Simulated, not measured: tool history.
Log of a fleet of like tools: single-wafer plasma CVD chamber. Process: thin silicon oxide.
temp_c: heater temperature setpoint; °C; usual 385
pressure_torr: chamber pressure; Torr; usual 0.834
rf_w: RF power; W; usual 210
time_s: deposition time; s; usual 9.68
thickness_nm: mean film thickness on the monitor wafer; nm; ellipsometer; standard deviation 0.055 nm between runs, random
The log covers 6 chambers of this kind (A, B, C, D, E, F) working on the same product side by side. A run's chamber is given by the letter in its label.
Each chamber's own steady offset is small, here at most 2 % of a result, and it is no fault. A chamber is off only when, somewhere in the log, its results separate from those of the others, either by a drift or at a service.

run,day,temp_c,pressure_torr,rf_w,time_s,hours since the last thermocouple change,hours since the last RF generator calibration,hours since the last manometer calibration,"read-back reference wafer on the same gauge, thickness_nm",thickness_nm
1D,0.650,385,0.834,210,9.68,230.0,822.4,875.4,16.618,15.867
2C,1.075,385,0.834,210,9.68,1222.9,942.1,476.2,16.598,15.874
3B,1.604,385,0.834,210,9.68,690.4,573.9,830.0,16.606,16.044
4A,2.046,385,0.834,210,9.68,201.4,1184.3,1022.6,16.610,15.676
5E,2.442,385,0.834,210,9.68,445.1,1329.5,1250.5,16.603,15.753
6F,2.900,385,0.834,210,9.68,1007.8,1068.8,2248.0,16.589,15.929
7E,3.383,385,0.834,210,9.68,467.7,1352.1,1273.1,16.609,15.763
8C,3.867,385,0.834,210,9.68,1289.9,1009.1,543.2,16.594,15.923
9F,4.267,385,0.834,210,9.68,1040.6,1101.6,2280.8,16.600,15.958
10B,4.700,385,0.834,210,9.68,764.7,648.2,904.3,16.616,15.964
# day 4.762: chamber C: thermocouple changed; heater temperature recalibrated
11D,5.150,385,0.834,210,9.68,338.0,930.4,983.4,16.601,15.799
12A,5.471,385,0.834,210,9.68,283.6,1266.5,1104.8,16.596,15.674
13D,5.983,385,0.834,210,9.68,358.0,950.4,1003.4,16.599,15.837
14C,6.617,385,0.834,210,9.68,44.5,1075.1,609.2,16.605,15.891
15E,6.925,385,0.834,210,9.68,552.7,1437.1,1358.1,16.582,15.760
16A,7.350,385,0.834,210,9.68,328.7,1311.6,1149.9,16.605,15.768
17B,7.838,385,0.834,210,9.68,840.0,723.5,979.6,16.604,15.972
18F,8.171,385,0.834,230,8.20,1134.3,1195.3,2374.5,16.608,14.140
19F,8.783,385,0.834,230,8.20,1149.0,1210.0,2389.2,16.614,14.032
20E,9.212,385,0.834,230,8.20,607.6,1492.0,1413.0,16.604,14.009
21B,9.558,385,0.834,230,8.20,881.3,764.8,1020.9,16.603,14.110
22A,10.104,385,0.834,230,8.20,394.8,1377.7,1216.0,16.604,14.057
23D,10.583,385,0.834,230,8.20,468.4,1060.8,1113.8,16.603,14.037
# day 10.746: chamber C: RF generator calibrated
24C,10.917,385,0.834,210,9.68,147.7,4.1,712.4,16.597,15.847
25D,11.404,385,0.834,210,9.68,488.1,1080.5,1133.5,16.602,15.873
26F,11.925,385,0.834,210,9.68,1224.4,1285.4,2464.6,16.596,15.845
27A,12.475,385,0.834,210,9.68,451.7,1434.6,1272.9,16.597,15.968
# day 12.696: chamber B: thermocouple changed; heater temperature recalibrated
28E,12.925,385,0.834,210,9.68,696.7,1581.1,1502.1,16.613,15.809
# day 13.167: chamber F: RF generator calibrated
# day 13.521: chamber B: RF generator calibrated
29C,13.529,385,0.834,210,9.68,210.4,66.8,775.1,16.583,15.888
30B,14.196,385,0.834,210,9.68,36.0,16.2,1132.2,16.604,15.969
31E,14.796,385,0.941,210,9.68,741.6,1626.0,1547.0,16.610,17.565
32B,15.092,385,0.941,210,9.68,57.5,37.7,1153.7,16.601,17.756
33C,15.583,385,0.941,210,9.68,259.7,116.1,824.4,16.592,17.701
34A,16.071,385,0.941,210,9.68,538.0,1520.9,1359.2,16.609,17.829
35F,16.512,385,0.941,210,9.68,1334.5,80.3,2574.7,16.602,17.662
36D,17.046,385,0.941,210,9.68,623.5,1215.9,1268.9,16.608,17.458
37B,17.396,385,0.834,210,9.68,112.8,93.0,1209.0,16.596,16.100
38C,18.042,385,0.834,210,9.68,318.7,175.1,883.4,16.607,15.934
39E,18.708,385,0.834,210,9.68,835.5,1719.9,1640.9,16.590,15.792
40A,19.088,385,0.834,210,9.68,610.4,1593.3,1431.6,16.595,16.216

Next, all 6 chambers run the settings below, one line each with question marks for the results. What does each chamber give?
41A,19.567,385,0.834,210,9.68,,,,,?
41B,19.567,385,0.834,210,9.68,,,,,?
41C,19.567,385,0.834,210,9.68,,,,,?
41D,19.567,385,0.834,210,9.68,,,,,?
41E,19.567,385,0.834,210,9.68,,,,,?
41F,19.567,385,0.834,210,9.68,,,,,?

run,thickness_nm
41A,16.320
41B,15.904
41C,15.896
41D,15.799
41E,15.792
41F,15.869
